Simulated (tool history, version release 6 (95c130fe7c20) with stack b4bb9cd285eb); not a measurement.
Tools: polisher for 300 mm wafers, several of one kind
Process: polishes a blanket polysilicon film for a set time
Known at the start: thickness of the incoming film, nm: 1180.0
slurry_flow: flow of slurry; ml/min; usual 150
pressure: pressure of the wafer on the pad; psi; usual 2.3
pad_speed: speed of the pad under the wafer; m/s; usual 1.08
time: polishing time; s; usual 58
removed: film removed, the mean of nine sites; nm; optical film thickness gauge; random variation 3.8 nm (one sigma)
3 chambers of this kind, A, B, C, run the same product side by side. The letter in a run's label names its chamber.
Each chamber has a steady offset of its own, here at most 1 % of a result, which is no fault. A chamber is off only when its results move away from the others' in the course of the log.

run   hour  slurry_flow  pressure  pad_speed  time  wafers polished on this pad  hours since the slurry nozzle was cleaned  hours since the head pressure was calibrated  removed
 1A   14.9          150       2.3       1.08    58                         1251                                       94.2                                         439.8   425.09
      17.3  -- chamber A: worn pad replaced by a new one
      18.9  -- chamber C: worn pad replaced by a new one
 2B     30          150       2.3       1.08    58                          344                                       31.4                                         910.1   420.95
 3C   39.2          150       2.3       1.08    58                          154                                      141.9                                         193.3   430.75
 4C     55          150       2.3       1.08    58                          274                                      157.7                                         209.1    421.9
 5B   66.9          150       2.3       1.08    58                          624                                       68.3                                           947   418.05
 6A   76.3          150       2.3       1.08    58                          447                                      155.6                                         501.2   411.15
 7A   88.5          150       2.3       1.08    58                          540                                      167.8                                         513.4   420.98
       101  -- chamber B: head pressure recalibrated
 8C  101.4          150       2.3       1.08    58                          625                                      204.1                                         255.5   425.02
     103.5  -- chamber B: worn pad replaced by a new one
 9B  112.5          150       2.3       1.08    58                           68                                      113.9                                          11.6   383.53
     124.3  -- chamber A: head pressure recalibrated
10B  125.3          150       2.3       1.08    58                          165                                      126.7                                          24.4   380.82
11A  136.3          150       2.3       1.08    58                          902                                      215.6                                            12   421.37
12C  151.3          150       2.3       1.08    58                         1003                                        254                                         305.4   420.79
13C  158.7          150       2.3       1.08    58                         1059                                      261.4                                         312.8    426.2
14B  170.2          150       2.3       1.08    58                          505                                      171.6                                          69.3    380.5
15A  178.8          150       2.3       1.08    58                         1223                                      258.1                                          54.5      416
16A  185.9          150       2.3       1.08    58                         1277                                      265.2                                          61.6   414.37
17C  199.6          150       2.3       1.08    58                         1369                                      302.3                                         353.7    418.6
     202.1  -- chamber C: worn pad replaced by a new one
18B  215.6          185       2.3       1.08    50                          849                                        217                                         114.7   332.91
     222.2  -- chamber A: worn pad replaced by a new one
     225.8  -- chamber B: worn pad replaced by a new one
19C  231.3          185       2.3       1.08    50                          221                                        334                                         385.4   381.93
20A  241.9          185       2.3       1.08    50                          149                                      321.2                                         117.6   374.09
     253.3  -- chamber B: slurry nozzle cleaned
21B  253.7          150       2.3       1.08    58                          212                                        0.5                                         152.8   373.06
22B  265.5          150       2.3       1.08    58                          301                                       12.3                                         164.6   382.25
23C  280.4          150       2.3       1.08    58                          593                                      383.1                                         434.5   423.68
24A  291.7          150       2.3       1.08    58                          526                                        371                                         167.4   417.84
25A  303.1          150       2.3       1.08    58                          613                                      382.4                                         178.8   420.61
26B    318          150       2.3       1.08    58                          699                                       64.8                                         217.1   375.83
27C  326.7          150       2.3       1.08    58                          944                                      429.4                                         480.8    421.1
28C  335.7          150       2.3       1.08    58                         1012                                      438.4                                         489.8   418.12

Is one chamber off against the others, does the gauge drift, or is nothing wrong? If a chamber is off, say which, and what the likeliest cause is.

A service left chamber B off against the others.
Cause: head's pressure below its setpoint, % = 10.4.

Here are 4 candidates for chamber B's next run, each the usual settings with a change, their results left as question marks. Which one brings its results back in line with what the others give on the usual settings?
In line means no further than this from the other chambers' mean on the usual settings: removed 13 nm
29B-1  347.3          150       2.3       0.98    58                                                                                                                              ?
29B-2  347.3          150       2.4       1.12    60                                                                                                                              ?
29B-3  347.3          145       2.1       0.96    58                                                                                                                              ?
29B-4  347.3          150       2.5       1.16    62                                                                                                                              ?

The other chambers' mean on the usual settings: removed 419.11 nm
  run  removed
29B-1   343.46
29B-2   422.58
29B-3   305.91
29B-4    470.6
29B-2 brings the chamber back in line.
